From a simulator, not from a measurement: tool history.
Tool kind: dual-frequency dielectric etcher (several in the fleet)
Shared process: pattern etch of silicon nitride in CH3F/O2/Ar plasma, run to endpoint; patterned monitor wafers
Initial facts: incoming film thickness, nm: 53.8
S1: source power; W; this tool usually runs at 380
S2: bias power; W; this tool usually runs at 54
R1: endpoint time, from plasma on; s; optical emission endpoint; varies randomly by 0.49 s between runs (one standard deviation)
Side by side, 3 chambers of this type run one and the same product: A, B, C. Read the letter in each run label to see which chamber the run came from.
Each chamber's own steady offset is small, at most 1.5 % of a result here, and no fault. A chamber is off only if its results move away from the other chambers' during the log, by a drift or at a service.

run	hour	S1	S2	R1
1C	11.0	380	54	87.710
# hour 11.5: chamber A: source power generator calibrated
2A	22.7	380	54	85.511
3B	32.4	380	54	88.592
4B	40.7	380	54	86.843
5A	48.6	380	54	85.477
6C	57.0	380	54	87.334
7A	68.0	380	54	85.909
# hour 76.2: chamber C: wet clean of the chamber
8B	78.8	380	54	88.236
9C	88.4	410	62	81.798
10C	96.4	410	62	81.359
11B	107.9	410	62	81.260
12A	113.6	340	54	90.801
13B	120.2	340	54	92.354
14C	130.6	340	54	90.880
15A	141.7	380	54	86.059
16A	152.3	380	54	85.883
17C	158.7	380	54	86.886
18B	166.1	470	59	80.067
19A	172.5	470	59	76.924
20B	183.2	470	59	80.381
21C	193.8	380	54	88.119
22C	203.4	460	54	80.570
23A	210.1	460	54	81.003
24B	220.8	460	54	82.741
25B	229.5	380	54	89.822
26C	235.0	380	54	86.487
27A	243.0	380	54	86.461
28C	249.4	440	54	82.735
29A	258.0	440	54	81.752
30B	268.0	440	54	86.129
31B	274.9	380	54	90.544
32C	282.1	380	54	87.864

All chambers now run identical settings, listed one chamber a line with results as question marks. What results will each chamber show?
33A	290.5	380	54	?
33B	290.5	380	54	?
33C	290.5	380	54	?

run	R1
33A	85.393
33B	90.114
33C	88.067

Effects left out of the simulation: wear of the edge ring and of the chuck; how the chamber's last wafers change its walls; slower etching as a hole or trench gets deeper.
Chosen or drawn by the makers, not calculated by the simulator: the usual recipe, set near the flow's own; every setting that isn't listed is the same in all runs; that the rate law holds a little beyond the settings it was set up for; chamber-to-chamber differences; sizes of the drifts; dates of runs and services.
